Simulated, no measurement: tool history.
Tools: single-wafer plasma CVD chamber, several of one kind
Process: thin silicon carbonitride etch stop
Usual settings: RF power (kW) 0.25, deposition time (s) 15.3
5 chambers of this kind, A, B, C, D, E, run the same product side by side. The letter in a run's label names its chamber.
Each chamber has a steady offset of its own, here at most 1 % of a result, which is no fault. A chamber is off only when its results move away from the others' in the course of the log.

run     day  RF power (kW)  deposition time (s)  read-back reference wafer on the same gauge, thickness_nm  mean film thickness on the monitor wafer (nm)
 1D   0.325           0.25                 15.3                                                     9.4188                                         9.3936
 2E   0.825           0.25                 15.3                                                       9.42                                         9.2321
 3A   1.196           0.25                 15.3                                                     9.4171                                         9.2437
 4C   1.579           0.25                 15.3                                                     9.4127                                         9.3653
 5B   2.071            0.3                 17.7                                                     9.4121                                         11.324
 6E   2.308            0.3                 17.7                                                     9.4121                                         11.291
 7A   2.625            0.3                 17.7                                                     9.4106                                         11.319
 8B   3.129            0.3                 17.7                                                     9.4063                                          11.32
 9D   3.608            0.3                 17.7                                                     9.4073                                         11.461
10C   4.042           0.25                 15.3                                                     9.4064                                         9.3804
11E   4.504          0.215                 15.3                                                     9.4036                                         8.8118
12C   4.892          0.215                 15.3                                                      9.402                                         8.9503
13D   5.342          0.215                 15.3                                                     9.4016                                         8.9589
14B   5.717          0.215                 15.3                                                     9.4022                                         8.8597
15A   6.154          0.215                 15.3                                                     9.3997                                         8.8234
16E   6.642           0.25                 15.3                                                     9.3996                                          9.236
17D   6.925          0.205                 13.1                                                     9.3979                                         7.5552
18C     7.3          0.205                 13.1                                                     9.3948                                         7.5475
19B   7.571          0.205                 13.1                                                     9.3929                                         7.4742
20A   7.871          0.205                 13.1                                                      9.395                                         7.4475
21D   8.233          0.205                 13.1                                                     9.3933                                         7.5481
22A   8.721           0.25                 15.3                                                       9.39                                         9.2477
23C    9.05           0.25                 15.3                                                     9.3891                                         9.3716
24E   9.325           0.25                 15.3                                                     9.3906                                         9.2173
25B   9.625           0.25                 15.3                                                     9.3891                                         9.2574
26B   9.917           0.25                 15.3                                                     9.3876                                           9.24
27A  10.288           0.25                 15.3                                                     9.3859                                         9.2224
28D   10.55           0.25                 15.3                                                     9.3831                                         9.3574
29E  10.962           0.25                 15.3                                                     9.3818                                         9.2022
30C  11.308           0.25                 15.3                                                      9.379                                         9.3686
31E  11.712           0.25                 15.3                                                     9.3794                                         9.2165
32A  11.946           0.22                 15.3                                                      9.381                                         8.9013
33B  12.204           0.22                 15.3                                                     9.3791                                          8.905
34C  12.617           0.22                 15.3                                                     9.3801                                         9.0126
35D  13.112           0.22                 15.3                                                     9.3747                                         8.9926
36E    13.6           0.22                 15.3                                                      9.375                                          8.859
     13.729  -- chamber D: RF generator calibrated
37C  13.833           0.25                 15.3                                                     9.3746                                         9.3326
38B  14.225           0.25                 15.3                                                     9.3733                                         9.2349
39D  14.667           0.25                 15.3                                                     9.3701                                         9.3268

Next, every chamber runs the same settings. What will each give?
40A  15.054           0.25                 15.3                                                                                                         ?
40B  15.054           0.25                 15.3                                                                                                         ?
40C  15.054           0.25                 15.3                                                                                                         ?
40D  15.054           0.25                 15.3                                                                                                         ?
40E  15.054           0.25                 15.3                                                                                                         ?

run  mean film thickness on the monitor wafer (nm)
40A                                         9.2335
40B                                         9.2335
40C                                         9.3214
40D                                         9.3389
40E                                         9.1924

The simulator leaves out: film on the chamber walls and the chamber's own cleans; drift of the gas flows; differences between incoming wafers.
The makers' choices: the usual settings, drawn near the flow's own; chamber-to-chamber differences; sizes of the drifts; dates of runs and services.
